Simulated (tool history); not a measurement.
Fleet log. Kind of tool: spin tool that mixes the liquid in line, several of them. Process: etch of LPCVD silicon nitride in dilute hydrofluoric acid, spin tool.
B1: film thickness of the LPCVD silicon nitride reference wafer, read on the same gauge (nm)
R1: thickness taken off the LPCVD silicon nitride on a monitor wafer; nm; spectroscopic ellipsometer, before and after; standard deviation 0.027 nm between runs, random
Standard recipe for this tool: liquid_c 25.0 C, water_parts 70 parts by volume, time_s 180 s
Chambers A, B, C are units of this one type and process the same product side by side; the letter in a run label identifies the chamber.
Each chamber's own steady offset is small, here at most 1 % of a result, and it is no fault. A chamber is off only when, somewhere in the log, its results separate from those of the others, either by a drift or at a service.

run 1B day=0.275 | liquid_c=25.0 water_parts=70 time_s=180 | B1=150.01 | R1=1.55380
run 2A day=0.683 | liquid_c=25.0 water_parts=70 time_s=180 | B1=150.03 | R1=1.59010
run 3C day=1.129 | liquid_c=25.0 water_parts=70 time_s=180 | B1=149.98 | R1=1.55480
run 4A day=1.542 | liquid_c=25.0 water_parts=70 time_s=180 | B1=149.99 | R1=1.60290
run 5B day=1.788 | liquid_c=25.0 water_parts=70 time_s=180 | B1=149.97 | R1=1.52680
run 6C day=2.079 | liquid_c=25.0 water_parts=70 time_s=180 | B1=150.03 | R1=1.54660
run 7B day=2.512 | liquid_c=25.0 water_parts=70 time_s=180 | B1=150.00 | R1=1.58610
run 8A day=2.975 | liquid_c=25.0 water_parts=70 time_s=180 | B1=150.00 | R1=1.56780
run 9C day=3.250 | liquid_c=25.0 water_parts=70 time_s=180 | B1=150.02 | R1=1.60000
run 10B day=3.583 | liquid_c=25.0 water_parts=70 time_s=180 | B1=149.99 | R1=1.54070
run 11A day=3.846 | liquid_c=25.0 water_parts=70 time_s=180 | B1=150.01 | R1=1.56880
run 12C day=4.121 | liquid_c=25.0 water_parts=70 time_s=180 | B1=149.98 | R1=1.57610
run 13C day=4.350 | liquid_c=25.0 water_parts=70 time_s=180 | B1=149.99 | R1=1.55900
run 14B day=4.642 | liquid_c=25.0 water_parts=70 time_s=180 | B1=150.03 | R1=1.58180
run 15A day=5.021 | liquid_c=25.0 water_parts=70 time_s=180 | B1=149.98 | R1=1.57120
run 16C day=5.283 | liquid_c=25.0 water_parts=70 time_s=180 | B1=150.02 | R1=1.57100
run 17B day=5.704 | liquid_c=25.0 water_parts=70 time_s=180 | B1=150.03 | R1=1.55160
run 18A day=5.921 | liquid_c=25.0 water_parts=70 time_s=180 | B1=150.01 | R1=1.54890
run 19C day=6.175 | liquid_c=20.5 water_parts=100 time_s=180 | B1=150.01 | R1=0.82707
run 20B day=6.612 | liquid_c=20.5 water_parts=100 time_s=180 | B1=150.03 | R1=0.80613
run 21A day=7.062 | liquid_c=20.5 water_parts=100 time_s=180 | B1=150.01 | R1=0.77926
run 22B day=7.517 | liquid_c=25.0 water_parts=70 time_s=180 | B1=149.92 | R1=1.61250
run 23A day=7.904 | liquid_c=25.0 water_parts=70 time_s=180 | B1=150.06 | R1=1.49850
-- day=8.029 chamber C: thermometer replaced
run 24C day=8.367 | liquid_c=25.0 water_parts=70 time_s=180 | B1=149.98 | R1=1.53800
run 25A day=8.804 | liquid_c=25.0 water_parts=70 time_s=180 | B1=149.99 | R1=1.51160
run 26C day=9.188 | liquid_c=25.0 water_parts=70 time_s=180 | B1=150.05 | R1=1.55620
run 27B day=9.612 | liquid_c=25.0 water_parts=70 time_s=180 | B1=149.96 | R1=1.58930
run 28C day=10.038 | liquid_c=25.0 water_parts=70 time_s=180 | B1=149.99 | R1=1.57020
run 29B day=10.475 | liquid_c=25.0 water_parts=70 time_s=180 | B1=150.00 | R1=1.55660
run 30A day=10.958 | liquid_c=25.0 water_parts=70 time_s=180 | B1=150.00 | R1=1.40710
run 31B day=11.325 | liquid_c=25.0 water_parts=90 time_s=100 | B1=149.98 | R1=0.66975
run 32C day=11.704 | liquid_c=25.0 water_parts=90 time_s=100 | B1=150.01 | R1=0.67322
run 33A day=12.050 | liquid_c=25.0 water_parts=90 time_s=100 | B1=150.00 | R1=0.61200
run 34A day=12.512 | liquid_c=25.0 water_parts=70 time_s=180 | B1=149.97 | R1=1.38630
run 35C day=12.912 | liquid_c=25.0 water_parts=70 time_s=180 | B1=149.94 | R1=1.56640
run 36B day=13.396 | liquid_c=25.0 water_parts=70 time_s=180 | B1=150.01 | R1=1.59600
run 37A day=13.638 | liquid_c=25.0 water_parts=70 time_s=180 | B1=149.97 | R1=1.42990
run 38C day=13.933 | liquid_c=29.0 water_parts=40 time_s=180 | B1=149.97 | R1=3.55970
run 39B day=14.271 | liquid_c=29.0 water_parts=40 time_s=180 | B1=150.02 | R1=3.67480
run 40B day=14.600 | liquid_c=29.0 water_parts=40 time_s=180 | B1=150.01 | R1=3.57220
run 41A day=14.867 | liquid_c=20.5 water_parts=70 time_s=180 | B1=149.97 | R1=0.98752
run 42C day=15.183 | liquid_c=20.5 water_parts=70 time_s=180 | B1=150.04 | R1=1.16100

The same settings go to every chamber for the next run, one line per chamber below. Forecast the results for each:
run 43A day=15.533 | liquid_c=25.0 water_parts=70 time_s=180 | R1=?
run 43B day=15.533 | liquid_c=25.0 water_parts=70 time_s=180 | R1=?
run 43C day=15.533 | liquid_c=25.0 water_parts=70 time_s=180 | R1=?

run=43A R1=1.32140
run=43B R1=1.58780
run=43C R1=1.62790

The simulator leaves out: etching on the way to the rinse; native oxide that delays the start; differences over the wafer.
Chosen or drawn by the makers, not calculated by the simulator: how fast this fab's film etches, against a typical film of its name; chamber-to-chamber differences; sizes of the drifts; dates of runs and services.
